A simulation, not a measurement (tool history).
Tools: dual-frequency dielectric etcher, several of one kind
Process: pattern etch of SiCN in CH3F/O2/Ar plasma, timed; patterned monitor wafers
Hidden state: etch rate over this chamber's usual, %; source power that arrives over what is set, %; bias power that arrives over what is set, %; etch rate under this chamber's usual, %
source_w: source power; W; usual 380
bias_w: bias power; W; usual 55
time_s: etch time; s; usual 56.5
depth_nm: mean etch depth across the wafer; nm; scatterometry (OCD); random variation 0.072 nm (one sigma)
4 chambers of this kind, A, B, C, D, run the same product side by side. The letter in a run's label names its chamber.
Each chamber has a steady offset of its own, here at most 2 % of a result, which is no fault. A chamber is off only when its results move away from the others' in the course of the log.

| run | hour | source_w | bias_w | time_s | hours since the last wet clean | hours since the last source power generator calibration | hours since the last bias power generator calibration | read-back reference wafer on the same gauge, depth_nm | depth_nm |
|---|---|---|---|---|---|---|---|---|---|
| 1A | 11.3 | 380 | 55 | 56.5 | 372.4 | 2087.5 | 1860.3 | 15.207 | 19.401 |
| 2B | 17.9 | 380 | 55 | 56.5 | 126.9 | 2154.3 | 2933 | 15.203 | 18.986 |
| 3C | 25.1 | 380 | 55 | 56.5 | 414.3 | 178.4 | 352.1 | 15.199 | 18.682 |
| 4D | 37.4 | 380 | 55 | 56.5 | 254.2 | 2569.9 | 3300 | 15.197 | 18.94 |
| 5C | 50.3 | 380 | 55 | 56.5 | 439.5 | 203.6 | 377.3 | 15.21 | 18.71 |
| 6B | 57 | 380 | 55 | 56.5 | 166 | 2193.4 | 2972.1 | 15.198 | 19.155 |
| 7D | 64 | 380 | 55 | 56.5 | 280.8 | 2596.5 | 3326.6 | 15.193 | 18.877 |
| 8A | 71 | 380 | 55 | 56.5 | 432.1 | 2147.2 | 1920 | 15.213 | 19.129 |
| 9A | 79.4 | 380 | 55 | 56.5 | 440.5 | 2155.6 | 1928.4 | 15.189 | 19.26 |
| 10D | 86.1 | 380 | 55 | 56.5 | 302.9 | 2618.6 | 3348.7 | 15.207 | 18.868 |
| 11B | 91.8 | 380 | 55 | 56.5 | 200.8 | 2228.2 | 3006.9 | 15.209 | 18.997 |
| 12C | 101.4 | 380 | 55 | 56.5 | 490.6 | 254.7 | 428.4 | 15.181 | 18.734 |
| 13A | 108.3 | 380 | 55 | 56.5 | 469.4 | 2184.5 | 1957.3 | 15.201 | 19.336 |
| 14C | 118 | 380 | 55 | 56.5 | 507.2 | 271.3 | 445 | 15.21 | 18.818 |
| 15B | 127.7 | 380 | 55 | 56.5 | 236.7 | 2264.1 | 3042.8 | 15.216 | 18.92 |
| 16D | 140.4 | 380 | 55 | 56.5 | 357.2 | 2672.9 | 3403 | 15.208 | 18.894 |
| 17B | 153 | 380 | 55 | 56.5 | 262 | 2289.4 | 3068.1 | 15.202 | 19.033 |
|  | 157.3 | chamber A: wet clean of the chamber |
| 18D | 160.9 | 380 | 55 | 56.5 | 377.7 | 2693.4 | 3423.5 | 15.199 | 18.898 |
| 19C | 171.1 | 380 | 55 | 56.5 | 560.3 | 324.4 | 498.1 | 15.199 | 18.77 |
| 20A | 179.5 | 380 | 55 | 56.5 | 22.3 | 2255.7 | 2028.5 | 15.191 | 19.328 |
|  | 191.4 | chamber C: wet clean of the chamber |
| 21B | 192.3 | 380 | 55 | 56.5 | 301.3 | 2328.7 | 3107.4 | 15.21 | 18.922 |
| 22D | 199.1 | 380 | 55 | 56.5 | 415.9 | 2731.6 | 3461.7 | 15.195 | 19.015 |
| 23C | 204.8 | 380 | 55 | 56.5 | 13.4 | 358.1 | 531.8 | 15.209 | 18.829 |
| 24A | 214.2 | 380 | 55 | 56.5 | 57 | 2290.4 | 2063.2 | 15.196 | 19.2 |
| 25C | 222.9 | 380 | 55 | 56.5 | 31.5 | 376.2 | 549.9 | 15.208 | 18.642 |
| 26D | 235.1 | 380 | 55 | 56.5 | 451.9 | 2767.6 | 3497.7 | 15.207 | 18.765 |
| 27A | 245 | 380 | 55 | 56.5 | 87.8 | 2321.2 | 2094 | 15.196 | 19.341 |
| 28B | 252.8 | 380 | 55 | 56.5 | 361.8 | 2389.2 | 3167.9 | 15.216 | 18.943 |
| 29A | 262.6 | 380 | 55 | 56.5 | 105.4 | 2338.8 | 2111.6 | 15.208 | 19.378 |
| 30C | 270.4 | 290 | 60 | 56.5 | 79 | 423.7 | 597.4 | 15.203 | 17.378 |
| 31B | 279.8 | 290 | 60 | 56.5 | 388.8 | 2416.2 | 3194.9 | 15.196 | 17.677 |
| 32D | 290.9 | 290 | 60 | 56.5 | 507.7 | 2823.4 | 3553.5 | 15.208 | 17.608 |
| 33C | 298.9 | 290 | 60 | 56.5 | 107.5 | 452.2 | 625.9 | 15.193 | 17.454 |
| 34A | 304.9 | 290 | 69 | 56.5 | 147.7 | 2381.1 | 2153.9 | 15.202 | 18.847 |
| 35D | 313.7 | 290 | 69 | 56.5 | 530.5 | 2846.2 | 3576.3 | 15.216 | 18.431 |
|  | 319 | chamber B: wet clean of the chamber |
| 36B | 326.8 | 290 | 69 | 56.5 | 7.8 | 2463.2 | 3241.9 | 15.192 | 18.528 |
| 37D | 333.9 | 290 | 69 | 56.5 | 550.7 | 2866.4 | 3596.5 | 15.222 | 18.525 |
| 38B | 340.9 | 450 | 49 | 56.5 | 21.9 | 2477.3 | 3256 | 15.198 | 19.43 |
| 39A | 349.6 | 450 | 49 | 56.5 | 192.4 | 2425.8 | 2198.6 | 15.191 | 19.848 |
| 40C | 358.3 | 450 | 49 | 56.5 | 166.9 | 511.6 | 685.3 | 15.186 | 19.243 |
| 41D | 366.8 | 450 | 49 | 56.5 | 583.6 | 2899.3 | 3629.4 | 15.198 | 19.479 |
| 42C | 374.5 | 380 | 55 | 56.5 | 183.1 | 527.8 | 701.5 | 15.204 | 18.803 |

Next, every chamber runs the same settings. What will each give?
| 43A | 383.9 | 380 | 55 | 56.5 |  |  |  |  | ? |
| 43B | 383.9 | 380 | 55 | 56.5 |  |  |  |  | ? |
| 43C | 383.9 | 380 | 55 | 56.5 |  |  |  |  | ? |
| 43D | 383.9 | 380 | 55 | 56.5 |  |  |  |  | ? |

| run | depth_nm |
|---|---|
| 43A | 19.226 |
| 43B | 18.95 |
| 43C | 18.691 |
| 43D | 18.739 |
